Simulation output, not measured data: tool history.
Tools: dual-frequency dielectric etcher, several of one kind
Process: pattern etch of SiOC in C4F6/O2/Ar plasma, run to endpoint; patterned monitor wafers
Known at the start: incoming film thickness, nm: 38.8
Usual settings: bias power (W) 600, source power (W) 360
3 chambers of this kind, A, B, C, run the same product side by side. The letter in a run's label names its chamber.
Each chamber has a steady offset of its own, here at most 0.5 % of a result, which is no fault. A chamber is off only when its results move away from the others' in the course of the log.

| run | hour | bias power (W) | source power (W) | endpoint time (s) |
|---|---|---|---|---|
| 1C | 3.5 | 600 | 360 | 12.622 |
| 2B | 9.5 | 600 | 360 | 12.662 |
| 3A | 15.1 | 600 | 360 | 12.624 |
|  | 16.7 | chamber B: source power generator calibrated |
| 4C | 19.5 | 600 | 360 | 12.581 |
| 5A | 24 | 600 | 360 | 12.595 |
| 6B | 29.2 | 600 | 360 | 12.656 |
| 7A | 35.1 | 693 | 290 | 12.907 |
| 8C | 40.7 | 693 | 290 | 12.912 |
| 9B | 46.1 | 693 | 290 | 12.905 |
|  | 47.7 | chamber C: wet clean of the chamber |
| 10C | 50.4 | 600 | 360 | 12.564 |
| 11B | 53.1 | 600 | 360 | 12.633 |
| 12A | 55.8 | 600 | 360 | 12.663 |
| 13C | 60.9 | 600 | 360 | 12.595 |
| 14B | 64.3 | 650 | 360 | 12.309 |
| 15A | 68.4 | 650 | 360 | 12.208 |
| 16C | 72.4 | 650 | 360 | 12.238 |
| 17B | 77.6 | 600 | 360 | 12.705 |
| 18A | 80.7 | 600 | 360 | 12.63 |
| 19C | 85.2 | 600 | 360 | 12.704 |
| 20A | 88.9 | 600 | 360 | 12.535 |
| 21B | 91.6 | 600 | 360 | 12.643 |
| 22A | 94.8 | 600 | 360 | 12.612 |
| 23B | 97.9 | 600 | 360 | 12.731 |
| 24C | 102 | 600 | 360 | 12.594 |
| 25B | 106.9 | 600 | 360 | 12.695 |
| 26A | 113 | 600 | 360 | 12.675 |
|  | 114 | chamber A: source power generator calibrated |
| 27C | 118.4 | 600 | 360 | 12.686 |
| 28A | 121.5 | 528 | 360 | 13.358 |
| 29B | 127 | 528 | 360 | 13.36 |
| 30C | 132.8 | 528 | 360 | 13.353 |
| 31C | 137.8 | 600 | 360 | 12.682 |
| 32B | 142.3 | 600 | 360 | 12.665 |
| 33A | 148.3 | 600 | 360 | 12.665 |
| 34A | 154.3 | 600 | 360 | 12.618 |
| 35B | 159.3 | 600 | 420 | 11.985 |
| 36C | 162.9 | 600 | 420 | 11.941 |
|  | 164.3 | chamber A: wet clean of the chamber |
| 37B | 165.9 | 600 | 420 | 12.025 |
| 38C | 170.3 | 600 | 360 | 12.666 |
| 39A | 175.3 | 600 | 360 | 12.725 |
| 40C | 181.4 | 600 | 360 | 12.673 |
| 41B | 187.5 | 600 | 360 | 12.709 |
| 42A | 190.5 | 600 | 360 | 12.612 |
| 43B | 195.8 | 600 | 360 | 12.676 |
| 44C | 200.3 | 683 | 400 | 11.523 |

All 3 chambers run these settings next. Forecast each chamber's results:
| 45A | 204.7 | 691 | 360 | ? |
| 45B | 204.7 | 691 | 360 | ? |
| 45C | 204.7 | 691 | 360 | ? |

| run | endpoint time (s) |
|---|---|
| 45A | 11.995 |
| 45B | 12.108 |
| 45C | 12.01 |

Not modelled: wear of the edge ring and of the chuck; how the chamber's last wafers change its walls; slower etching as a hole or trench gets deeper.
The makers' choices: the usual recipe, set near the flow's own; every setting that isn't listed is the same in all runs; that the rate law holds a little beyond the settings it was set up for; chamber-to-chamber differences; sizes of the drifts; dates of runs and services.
